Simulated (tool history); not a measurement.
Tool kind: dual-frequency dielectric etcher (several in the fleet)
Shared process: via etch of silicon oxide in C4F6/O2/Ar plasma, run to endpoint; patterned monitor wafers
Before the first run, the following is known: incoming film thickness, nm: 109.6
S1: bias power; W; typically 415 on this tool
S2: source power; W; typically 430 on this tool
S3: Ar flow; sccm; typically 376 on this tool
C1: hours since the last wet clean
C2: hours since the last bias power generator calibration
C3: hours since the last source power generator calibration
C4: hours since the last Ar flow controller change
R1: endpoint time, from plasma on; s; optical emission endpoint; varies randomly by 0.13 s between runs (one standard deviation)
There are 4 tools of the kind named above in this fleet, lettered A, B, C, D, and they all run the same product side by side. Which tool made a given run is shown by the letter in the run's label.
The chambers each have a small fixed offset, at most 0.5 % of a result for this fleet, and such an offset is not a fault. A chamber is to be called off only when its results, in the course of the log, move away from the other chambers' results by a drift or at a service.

{"hour": 1.9, "done": "chamber C: wet clean of the chamber"}
{"run": "1C", "hour": 7.3, "S1": 415, "S2": 430, "S3": 376, "C1": 5.4, "C2": 445.5, "C3": 223.1, "C4": 1815.5, "R1": 25.665}
{"run": "2B", "hour": 16.4, "S1": 415, "S2": 430, "S3": 376, "C1": 225.2, "C2": 491.2, "C3": 2770.0, "C4": 2964.1, "R1": 25.891}
{"run": "3D", "hour": 26.0, "S1": 415, "S2": 430, "S3": 376, "C1": 261.1, "C2": 2416.3, "C3": 1595.5, "C4": 3416.3, "R1": 25.743}
{"run": "4A", "hour": 33.2, "S1": 415, "S2": 430, "S3": 376, "C1": 90.9, "C2": 342.3, "C3": 2017.1, "C4": 1521.8, "R1": 25.943}
{"run": "5B", "hour": 39.2, "S1": 415, "S2": 430, "S3": 376, "C1": 248.0, "C2": 514.0, "C3": 2792.8, "C4": 2986.9, "R1": 25.81}
{"run": "6C", "hour": 46.8, "S1": 415, "S2": 430, "S3": 376, "C1": 44.9, "C2": 485.0, "C3": 262.6, "C4": 1855.0, "R1": 25.722}
{"run": "7D", "hour": 52.7, "S1": 415, "S2": 430, "S3": 376, "C1": 287.8, "C2": 2443.0, "C3": 1622.2, "C4": 3443.0, "R1": 25.905}
{"run": "8A", "hour": 57.9, "S1": 415, "S2": 430, "S3": 376, "C1": 115.6, "C2": 367.0, "C3": 2041.8, "C4": 1546.5, "R1": 25.792}
{"run": "9C", "hour": 65.0, "S1": 415, "S2": 430, "S3": 376, "C1": 63.1, "C2": 503.2, "C3": 280.8, "C4": 1873.2, "R1": 25.889}
{"run": "10D", "hour": 71.7, "S1": 345, "S2": 340, "S3": 376, "C1": 306.8, "C2": 2462.0, "C3": 1641.2, "C4": 3462.0, "R1": 30.22}
{"run": "11A", "hour": 79.9, "S1": 345, "S2": 340, "S3": 376, "C1": 137.6, "C2": 389.0, "C3": 2063.8, "C4": 1568.5, "R1": 30.181}
{"run": "12B", "hour": 89.1, "S1": 345, "S2": 340, "S3": 376, "C1": 297.9, "C2": 563.9, "C3": 2842.7, "C4": 3036.8, "R1": 30.09}
{"run": "13C", "hour": 97.1, "S1": 345, "S2": 340, "S3": 376, "C1": 95.2, "C2": 535.3, "C3": 312.9, "C4": 1905.3, "R1": 29.983}
{"run": "14D", "hour": 103.4, "S1": 415, "S2": 430, "S3": 376, "C1": 338.5, "C2": 2493.7, "C3": 1672.9, "C4": 3493.7, "R1": 26.011}
{"run": "15A", "hour": 110.6, "S1": 415, "S2": 430, "S3": 376, "C1": 168.3, "C2": 419.7, "C3": 2094.5, "C4": 1599.2, "R1": 25.882}
{"run": "16B", "hour": 119.2, "S1": 415, "S2": 430, "S3": 376, "C1": 328.0, "C2": 594.0, "C3": 2872.8, "C4": 3066.9, "R1": 25.964}
{"run": "17A", "hour": 130.6, "S1": 415, "S2": 430, "S3": 376, "C1": 188.3, "C2": 439.7, "C3": 2114.5, "C4": 1619.2, "R1": 25.742}
{"run": "18C", "hour": 141.7, "S1": 415, "S2": 430, "S3": 376, "C1": 139.8, "C2": 579.9, "C3": 357.5, "C4": 1949.9, "R1": 25.799}
{"run": "19B", "hour": 148.8, "S1": 415, "S2": 430, "S3": 376, "C1": 357.6, "C2": 623.6, "C3": 2902.4, "C4": 3096.5, "R1": 25.861}
{"run": "20D", "hour": 157.2, "S1": 415, "S2": 430, "S3": 376, "C1": 392.3, "C2": 2547.5, "C3": 1726.7, "C4": 3547.5, "R1": 26.193}
{"hour": 161.6, "done": "chamber B: wet clean of the chamber"}
{"run": "21D", "hour": 164.6, "S1": 415, "S2": 430, "S3": 376, "C1": 399.7, "C2": 2554.9, "C3": 1734.1, "C4": 3554.9, "R1": 26.05}
{"run": "22C", "hour": 170.1, "S1": 415, "S2": 490, "S3": 423, "C1": 168.2, "C2": 608.3, "C3": 385.9, "C4": 1978.3, "R1": 24.755}
{"run": "23B", "hour": 177.9, "S1": 415, "S2": 490, "S3": 423, "C1": 16.4, "C2": 652.7, "C3": 2931.5, "C4": 3125.6, "R1": 24.921}
{"run": "24A", "hour": 184.6, "S1": 415, "S2": 490, "S3": 423, "C1": 242.3, "C2": 493.7, "C3": 2168.5, "C4": 1673.2, "R1": 24.886}
{"run": "25B", "hour": 191.0, "S1": 415, "S2": 490, "S3": 423, "C1": 29.5, "C2": 665.8, "C3": 2944.6, "C4": 3138.7, "R1": 24.672}
{"run": "26A", "hour": 197.7, "S1": 415, "S2": 430, "S3": 376, "C1": 255.4, "C2": 506.8, "C3": 2181.6, "C4": 1686.3, "R1": 25.791}
{"run": "27C", "hour": 205.9, "S1": 415, "S2": 430, "S3": 376, "C1": 204.0, "C2": 644.1, "C3": 421.7, "C4": 2014.1, "R1": 25.57}
{"run": "28D", "hour": 215.1, "S1": 415, "S2": 430, "S3": 376, "C1": 450.2, "C2": 2605.4, "C3": 1784.6, "C4": 3605.4, "R1": 26.421}
{"run": "29A", "hour": 222.3, "S1": 415, "S2": 430, "S3": 376, "C1": 280.0, "C2": 531.4, "C3": 2206.2, "C4": 1710.9, "R1": 25.636}
{"run": "30B", "hour": 232.4, "S1": 415, "S2": 430, "S3": 376, "C1": 70.9, "C2": 707.2, "C3": 2986.0, "C4": 3180.1, "R1": 25.683}
{"run": "31C", "hour": 243.5, "S1": 415, "S2": 430, "S3": 376, "C1": 241.6, "C2": 681.7, "C3": 459.3, "C4": 2051.7, "R1": 25.616}
{"run": "32D", "hour": 252.6, "S1": 504, "S2": 430, "S3": 296, "C1": 487.7, "C2": 2642.9, "C3": 1822.1, "C4": 3642.9, "R1": 24.268}
{"run": "33C", "hour": 261.2, "S1": 504, "S2": 430, "S3": 296, "C1": 259.3, "C2": 699.4, "C3": 477.0, "C4": 2069.4, "R1": 23.245}
{"run": "34A", "hour": 269.4, "S1": 504, "S2": 430, "S3": 296, "C1": 327.1, "C2": 578.5, "C3": 2253.3, "C4": 1758.0, "R1": 23.362}
{"run": "35B", "hour": 278.5, "S1": 504, "S2": 430, "S3": 296, "C1": 117.0, "C2": 753.3, "C3": 3032.1, "C4": 3226.2, "R1": 23.472}
{"run": "36D", "hour": 286.8, "S1": 415, "S2": 430, "S3": 376, "C1": 521.9, "C2": 2677.1, "C3": 1856.3, "C4": 3677.1, "R1": 26.506}
{"run": "37A", "hour": 292.7, "S1": 415, "S2": 430, "S3": 376, "C1": 350.4, "C2": 601.8, "C3": 2276.6, "C4": 1781.3, "R1": 25.966}
{"run": "38C", "hour": 298.8, "S1": 415, "S2": 430, "S3": 376, "C1": 296.9, "C2": 737.0, "C3": 514.6, "C4": 2107.0, "R1": 25.646}
{"run": "39B", "hour": 305.9, "S1": 415, "S2": 350, "S3": 312, "C1": 144.4, "C2": 780.7, "C3": 3059.5, "C4": 3253.6, "R1": 27.201}
{"run": "40D", "hour": 315.7, "S1": 415, "S2": 350, "S3": 312, "C1": 550.8, "C2": 2706.0, "C3": 1885.2, "C4": 3706.0, "R1": 28.313}
{"run": "41D", "hour": 326.6, "S1": 415, "S2": 350, "S3": 312, "C1": 561.7, "C2": 2716.9, "C3": 1896.1, "C4": 3716.9, "R1": 28.494}
{"run": "42A", "hour": 333.9, "S1": 415, "S2": 350, "S3": 312, "C1": 391.6, "C2": 643.0, "C3": 2317.8, "C4": 1822.5, "R1": 27.287}
{"run": "43B", "hour": 341.3, "S1": 415, "S2": 430, "S3": 376, "C1": 179.8, "C2": 816.1, "C3": 3094.9, "C4": 3289.0, "R1": 25.516}

Is one chamber out of step, is the gauge drifting, or do the chambers differ by no more than their own small offsets? For an off chamber, give its letter and the likeliest cause.

One chamber, D, drifts off from the rest bit by bit.
Cause: etch rate under this chamber's usual, % = 4.54.

Chamber D could run next with any of the 4 candidate recipes listed below; each alters the usual settings, and their results appear as question marks. Which one brings its results back in line with what the other chambers deliver on the usual settings?
Counts as in line when no further than this from what the other chambers average on the usual settings: R1 0.450 s
{"run": "44D-1", "hour": 349.4, "S1": 415, "S2": 430, "S3": 244, "R1": "?"}
{"run": "44D-2", "hour": 349.4, "S1": 415, "S2": 380, "S3": 389, "R1": "?"}
{"run": "44D-3", "hour": 349.4, "S1": 405, "S2": 420, "S3": 376, "R1": "?"}
{"run": "44D-4", "hour": 349.4, "S1": 415, "S2": 450, "S3": 376, "R1": "?"}

Mean of the other chambers on the usual settings: R1 25.748 s
run=44D-1 R1=25.788
run=44D-2 R1=28.415
run=44D-3 R1=27.518
run=44D-4 R1=26.582
44D-1 brings the chamber back in line.
